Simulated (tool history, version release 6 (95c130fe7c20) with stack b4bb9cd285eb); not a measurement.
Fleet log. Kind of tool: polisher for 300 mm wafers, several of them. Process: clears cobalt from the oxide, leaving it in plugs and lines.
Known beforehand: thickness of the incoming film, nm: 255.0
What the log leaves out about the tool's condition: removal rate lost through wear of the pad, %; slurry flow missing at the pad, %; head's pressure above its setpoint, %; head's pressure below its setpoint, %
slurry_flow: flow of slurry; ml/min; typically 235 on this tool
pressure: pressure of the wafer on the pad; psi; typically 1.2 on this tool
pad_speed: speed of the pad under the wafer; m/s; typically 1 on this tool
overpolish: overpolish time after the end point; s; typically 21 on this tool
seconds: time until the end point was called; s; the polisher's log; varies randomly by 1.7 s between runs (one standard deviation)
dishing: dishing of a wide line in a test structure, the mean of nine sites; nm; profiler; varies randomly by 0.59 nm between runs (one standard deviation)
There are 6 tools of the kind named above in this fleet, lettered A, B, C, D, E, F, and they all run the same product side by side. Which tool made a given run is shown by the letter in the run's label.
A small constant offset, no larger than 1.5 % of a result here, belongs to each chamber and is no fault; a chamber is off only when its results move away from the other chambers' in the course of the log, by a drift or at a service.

run   hour  slurry_flow  pressure  pad_speed  overpolish  wafers polished on this pad  hours since the slurry nozzle was cleaned  hours since the head pressure was calibrated  seconds  dishing
 1C    4.6          235       1.2          1          21                          519                                      123.1                                         550.8   100.87   39.878
       8.1  -- chamber D: worn pad replaced by a new one
 2D    8.2          235       1.2          1          21                            1                                      415.8                                        1233.6   96.997    38.82
 3A   13.4          235       1.2          1          21                          633                                        264                                         253.5    98.24   39.325
 4F   17.9          235       1.2          1          21                          820                                       31.5                                         153.1   99.174   39.503
      18.8  -- chamber F: worn pad replaced by a new one
 5E   24.3          235       1.2          1          21                          460                                      466.2                                          88.4   97.856   38.856
 6B   28.1          235       1.2          1          21                          750                                      224.1                                         457.9    102.2   39.348
 7C     34          235       1.2          1          21                          711                                      152.5                                         580.2   101.32   40.239
      37.2  -- chamber A: worn pad replaced by a new one
 8B   38.2          235       1.2          1          21                          816                                      234.2                                           468   101.59   39.865
 9F   42.2          235       1.2          1          21                          152                                       55.8                                         177.4   96.362   40.822
10E   46.5          235       1.2          1          21                          604                                      488.4                                         110.6   99.521   39.191
11D   51.2          190       0.9          1          21                          280                                      458.8                                        1276.6   137.35   30.503
12A   55.9          190       0.9          1          21                          121                                      306.5                                           296   135.47   32.153
13A   59.5          190       0.9          1          21                          145                                      310.1                                         299.6   134.43   31.213
      61.7  -- chamber B: worn pad replaced by a new one
14D   63.3          190       0.9          1          21                          359                                      470.9                                        1288.7   133.61   31.413
15C   66.9          190       0.9          1          21                          925                                      185.4                                         613.1   130.97   32.328
16F   70.1          190       0.9          1          21                          333                                       83.7                                         205.3   133.77   31.288
17E   74.4          235       1.2          1          21                          786                                      516.3                                         138.5   97.916   38.552
      78.7  -- chamber D: head pressure recalibrated
18B   79.8          235       1.2          1          21                          118                                      275.8                                         509.6   100.99   39.972
19C   84.4          235       1.2          1          21                         1038                                      202.9                                         630.6   98.544   40.489
      84.5  -- chamber C: worn pad replaced by a new one
      86.1  -- chamber E: slurry nozzle cleaned
20A   87.4          235       1.2          1          21                          326                                        338                                         327.5   103.55   39.992
21D   93.1          235       1.2          1          21                          553                                      500.7                                          14.4   99.846    38.89
22F   97.9          235       1.2          1          21                          514                                      111.5                                         233.1   99.154    39.11
     101.5  -- chamber D: slurry nozzle cleaned
23B  101.9          235       1.2          1          21                          261                                      297.9                                         531.7   100.64   38.026
24E  106.5          235       1.2       1.26          21                          994                                       20.5                                         170.6   78.897   45.926
25D  109.7          235       1.2       1.26          21                          661                                        8.2                                            31   79.504    45.25
26F  113.6          235       1.2       1.26          21                          616                                      127.2                                         248.8   78.195   46.379
     114.4  -- chamber B: slurry nozzle cleaned
27B  119.7          235       1.2       1.26          21                          377                                        5.3                                         549.5   81.472   46.531
28E  125.4          235       1.2       1.26          21                         1117                                       39.4                                         189.5   77.832   46.683
29A  131.5          235       1.2       1.26          21                          613                                      382.1                                         371.6   77.496   47.741
30C  137.9          235       1.2          1          21                          347                                      256.4                                         684.1   100.98   39.763
     140.1  -- chamber E: worn pad replaced by a new one
31D  142.8          235       0.8          1          21                          876                                       41.3                                          64.1   145.76   28.953
32A  145.8          235       0.8          1          21                          706                                      396.4                                         385.9   146.83   28.664
33C  150.7          235       0.8          1          21                          431                                      269.2                                         696.9   147.77   28.838
34B  155.4          235       0.8          1          21                          609                                         41                                         585.2    146.6   28.135
     160.8  -- chamber F: worn pad replaced by a new one
35F  161.2          235       0.8          1          21                            3                                      174.8                                         296.4      148   29.204
36E  165.3          235       0.8          1          21                          164                                       79.3                                         229.4   146.86   29.133
37F  170.6          235       1.2          1          21                           64                                      184.2                                         305.8   101.73   38.942
38C    176          235       1.2          1          21                          595                                      294.5                                         722.2   100.64   39.884
39D  181.8          235       1.2          1          21                         1130                                       80.3                                         103.1   98.995   38.801
40B    188          235       1.2          1          21                          822                                       73.6                                         617.8   97.339   39.482

Is one chamber off against the others, does the gauge drift, or is nothing wrong? If a chamber is off, say which, and what the likeliest cause is.

All chambers stay in line apart from their small fixed offsets, and the gauge does not drift.
